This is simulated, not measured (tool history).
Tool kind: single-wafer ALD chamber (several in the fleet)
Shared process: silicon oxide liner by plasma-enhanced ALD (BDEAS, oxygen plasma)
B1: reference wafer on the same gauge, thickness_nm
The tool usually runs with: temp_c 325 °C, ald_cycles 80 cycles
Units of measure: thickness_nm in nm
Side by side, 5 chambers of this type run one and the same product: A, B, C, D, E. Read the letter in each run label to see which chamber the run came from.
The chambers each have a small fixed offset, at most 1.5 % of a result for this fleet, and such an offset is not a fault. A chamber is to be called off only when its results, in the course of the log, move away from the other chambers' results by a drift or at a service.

run 1A hour=4.8 | temp_c=325 ald_cycles=80 | B1=6.0903 | thickness_nm=7.1906
run 2C hour=9.5 | temp_c=325 ald_cycles=80 | B1=6.0895 | thickness_nm=7.1212
run 3D hour=15 | temp_c=325 ald_cycles=80 | B1=6.0902 | thickness_nm=7.1845
run 4B hour=19.3 | temp_c=325 ald_cycles=80 | B1=6.092 | thickness_nm=7.1233
run 5E hour=24.3 | temp_c=325 ald_cycles=80 | B1=6.0935 | thickness_nm=7.2824
run 6B hour=28.6 | temp_c=325 ald_cycles=80 | B1=6.0932 | thickness_nm=7.1271
run 7A hour=33.3 | temp_c=325 ald_cycles=80 | B1=6.0927 | thickness_nm=7.2174
run 8C hour=41.8 | temp_c=333 ald_cycles=66 | B1=6.0958 | thickness_nm=5.8241
run 9E hour=50.6 | temp_c=333 ald_cycles=66 | B1=6.0956 | thickness_nm=5.9353
run 10D hour=59 | temp_c=333 ald_cycles=66 | B1=6.0959 | thickness_nm=5.8723
run 11E hour=67.1 | temp_c=333 ald_cycles=66 | B1=6.0972 | thickness_nm=5.944
run 12D hour=71.2 | temp_c=333 ald_cycles=66 | B1=6.0983 | thickness_nm=5.8686
run 13A hour=76 | temp_c=325 ald_cycles=80 | B1=6.0981 | thickness_nm=7.2203
run 14C hour=84.1 | temp_c=319 ald_cycles=80 | B1=6.0975 | thickness_nm=7.1987
run 15B hour=92.1 | temp_c=319 ald_cycles=80 | B1=6.1023 | thickness_nm=7.1952
run 16C hour=97.7 | temp_c=319 ald_cycles=80 | B1=6.1006 | thickness_nm=7.2084
-- hour=104.1 chamber B: thermocouple changed; heater temperature recalibrated
run 17B hour=106.6 | temp_c=319 ald_cycles=80 | B1=6.1022 | thickness_nm=7.2117
run 18D hour=111.3 | temp_c=319 ald_cycles=80 | B1=6.102 | thickness_nm=7.2736
run 19A hour=117.1 | temp_c=325 ald_cycles=80 | B1=6.1008 | thickness_nm=7.2128
run 20E hour=124.3 | temp_c=325 ald_cycles=80 | B1=6.1038 | thickness_nm=7.2917
run 21A hour=133.1 | temp_c=325 ald_cycles=80 | B1=6.1031 | thickness_nm=7.2322
run 22E hour=141 | temp_c=320 ald_cycles=80 | B1=6.1063 | thickness_nm=7.338
run 23D hour=149.4 | temp_c=320 ald_cycles=80 | B1=6.1085 | thickness_nm=7.2759
run 24C hour=153.7 | temp_c=320 ald_cycles=80 | B1=6.1075 | thickness_nm=7.1988
run 25B hour=163 | temp_c=320 ald_cycles=80 | B1=6.1079 | thickness_nm=7.2055
run 26E hour=170.9 | temp_c=320 ald_cycles=80 | B1=6.1094 | thickness_nm=7.354
run 27C hour=179.9 | temp_c=318 ald_cycles=74 | B1=6.1107 | thickness_nm=6.6859
run 28B hour=184 | temp_c=318 ald_cycles=74 | B1=6.1129 | thickness_nm=6.6817
run 29D hour=190.4 | temp_c=318 ald_cycles=74 | B1=6.1129 | thickness_nm=6.7525
run 30A hour=198.5 | temp_c=318 ald_cycles=74 | B1=6.1124 | thickness_nm=6.766
run 31A hour=206 | temp_c=318 ald_cycles=74 | B1=6.1137 | thickness_nm=6.7566
run 32E hour=212.5 | temp_c=325 ald_cycles=80 | B1=6.1127 | thickness_nm=7.313
run 33C hour=218.9 | temp_c=325 ald_cycles=80 | B1=6.1145 | thickness_nm=7.1484
run 34B hour=226 | temp_c=325 ald_cycles=80 | B1=6.117 | thickness_nm=7.1566
run 35D hour=234 | temp_c=325 ald_cycles=85 | B1=6.1167 | thickness_nm=7.6708
run 36C hour=240.8 | temp_c=325 ald_cycles=85 | B1=6.1161 | thickness_nm=7.605
run 37E hour=245.2 | temp_c=325 ald_cycles=85 | B1=6.1184 | thickness_nm=7.7783
run 38D hour=252.3 | temp_c=325 ald_cycles=85 | B1=6.1187 | thickness_nm=7.6826
run 39B hour=260.4 | temp_c=325 ald_cycles=85 | B1=6.1193 | thickness_nm=7.6189
run 40A hour=267.2 | temp_c=325 ald_cycles=80 | B1=6.1219 | thickness_nm=7.227
run 41D hour=276.4 | temp_c=325 ald_cycles=80 | B1=6.1221 | thickness_nm=7.236
run 42A hour=282.2 | temp_c=325 ald_cycles=80 | B1=6.1211 | thickness_nm=7.2382

Is one chamber off against the others, does the gauge drift, or is nothing wrong? If a chamber is off, say which, and what the likeliest cause is.

The shared gauge is drifting. All chambers look as if they move in step, but none is off.
Cause: gauge reads high (%) = 0.547.

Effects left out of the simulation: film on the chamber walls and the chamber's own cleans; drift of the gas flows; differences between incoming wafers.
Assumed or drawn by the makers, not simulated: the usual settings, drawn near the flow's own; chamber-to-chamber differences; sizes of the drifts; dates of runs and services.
